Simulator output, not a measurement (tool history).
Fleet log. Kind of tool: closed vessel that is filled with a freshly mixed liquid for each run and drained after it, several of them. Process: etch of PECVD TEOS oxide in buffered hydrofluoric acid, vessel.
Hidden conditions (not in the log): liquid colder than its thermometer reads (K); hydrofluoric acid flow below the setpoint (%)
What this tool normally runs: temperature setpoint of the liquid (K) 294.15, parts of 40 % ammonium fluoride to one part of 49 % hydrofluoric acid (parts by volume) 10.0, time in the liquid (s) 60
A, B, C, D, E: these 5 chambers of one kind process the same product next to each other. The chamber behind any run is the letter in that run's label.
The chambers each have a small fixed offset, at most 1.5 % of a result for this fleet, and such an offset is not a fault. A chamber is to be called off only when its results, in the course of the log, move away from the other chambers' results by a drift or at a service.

run	hour	temperature setpoint of the liquid (K)	parts of 40 % ammonium fluoride to one part of 49 % hydrofluoric acid (parts by volume)	time in the liquid (s)	hours since the thermometer was replaced	hours since the hydrofluoric acid flow meter was replaced	read-back film thickness of the PECVD TEOS oxide reference wafer, read on the same gauge (nm)	thickness taken off the PECVD TEOS oxide on a monitor wafer (angstrom)
1C	10.0	294.15	10.0	60	620.8	551.3	69.980	697.04
2D	15.8	294.15	10.0	60	194.6	705.1	69.992	707.22
3E	27.3	294.15	10.0	60	129.7	658.4	70.012	710.88
4B	35.0	294.15	10.0	60	348.7	1674.0	69.998	709.40
5A	40.9	294.15	10.0	60	415.7	85.9	69.992	709.68
6D	47.6	294.15	10.0	60	226.4	736.9	69.987	700.25
7E	55.7	296.15	10.0	30	158.1	686.8	70.013	392.77
8C	64.6	296.15	10.0	30	675.4	605.9	69.990	389.43
9A	75.0	296.15	10.0	30	449.8	120.0	70.027	394.86
10B	81.2	296.15	10.0	30	394.9	1720.2	70.010	390.18
11B	88.8	296.15	10.0	30	402.5	1727.8	69.991	391.69
12C	94.9	294.15	8.5	85	705.7	636.2	69.987	1100.90
13A	103.4	294.15	8.5	85	478.2	148.4	70.002	1142.80
14E	112.7	294.15	8.5	85	215.1	743.8	69.980	1143.20
15D	120.3	294.15	8.5	85	299.1	809.6	69.975	1116.70
16A	126.4	294.15	8.5	85	501.2	171.4	70.005	1151.00
17B	135.7	294.15	10.0	60	449.4	1774.7	70.009	711.17
18D	141.0	294.15	10.0	45	319.8	830.3	69.995	529.80
19C	149.2	294.15	10.0	45	760.0	690.5	70.000	513.86
20E	160.5	294.15	10.0	45	262.9	791.6	70.012	537.77
21C	168.1	294.15	10.0	45	778.9	709.4	69.994	505.78
22B	176.7	294.15	10.0	45	490.4	1815.7	69.996	523.43
23D	183.8	294.15	10.0	60	362.6	873.1	69.997	708.50
24A	191.7	294.15	10.0	60	566.5	236.7	70.001	708.79
25E	197.2	294.15	10.0	60	299.6	828.3	69.990	704.07
26C	208.5	294.15	12.5	60	819.3	749.8	69.999	545.79
27E	214.3	294.15	12.5	60	316.7	845.4	70.003	569.33
28D	220.6	294.15	12.5	60	399.4	909.9	70.010	563.13
29A	230.2	294.15	12.5	60	605.0	275.2	70.000	565.52
30B	241.7	294.15	12.5	60	555.4	1880.7	70.004	567.94
31D	252.3	294.15	10.0	60	431.1	941.6	70.004	700.48
32B	259.7	294.15	10.0	60	573.4	1898.7	70.018	700.32
# hour 264.1: chamber E: hydrofluoric acid flow meter replaced
33A	267.6	294.15	10.0	60	642.4	312.6	70.009	697.01
34C	276.5	294.15	10.0	60	887.3	817.8	70.019	664.87
35E	287.8	294.15	10.0	60	390.2	23.7	70.001	707.49
36C	297.1	294.15	10.0	60	907.9	838.4	69.997	660.93
37A	308.4	294.15	10.0	60	683.2	353.4	69.985	708.37
38B	318.8	294.15	10.0	60	632.5	1957.8	69.991	701.55
39E	324.3	294.15	10.0	60	426.7	60.2	70.018	701.38
40D	329.8	294.15	10.0	60	508.6	1019.1	70.018	707.11
# hour 338.6: chamber B: hydrofluoric acid flow meter replaced
41B	338.7	294.15	10.0	60	652.4	0.2	70.000	706.14

Which is it: a chamber that has drifted or been left off by a service, a gauge drift common to all chambers, or only each chamber's usual small offset? If a chamber is off, name it and its likeliest cause.

One chamber, C, drifts off from the rest bit by bit.
Most likely cause: hydrofluoric acid flow below the setpoint (%) = 6.37.
Not necessarily distinguishable in this log from: liquid colder than its thermometer reads (K).

Chamber C could run next with any of the 4 candidate recipes listed below; each alters the usual settings, and their results appear as question marks. Which one brings its results back in line with what the other chambers deliver on the usual settings?
Counts as in line when no further than this from what the other chambers average on the usual settings: thickness taken off the PECVD TEOS oxide on a monitor wafer (angstrom) 14.00
42C-1	347.2	294.15	10.0	65				?
42C-2	347.2	292.65	10.0	60				?
42C-3	347.2	293.65	10.0	60				?
42C-4	347.2	294.65	10.0	60				?

What the other chambers average on the usual settings: thickness taken off the PECVD TEOS oxide on a monitor wafer (angstrom) 705.19
run	thickness taken off the PECVD TEOS oxide on a monitor wafer (angstrom)
42C-1	706.77
42C-2	600.60
42C-3	634.83
42C-4	670.40
It is 42C-1 that realigns the chamber with its peers.
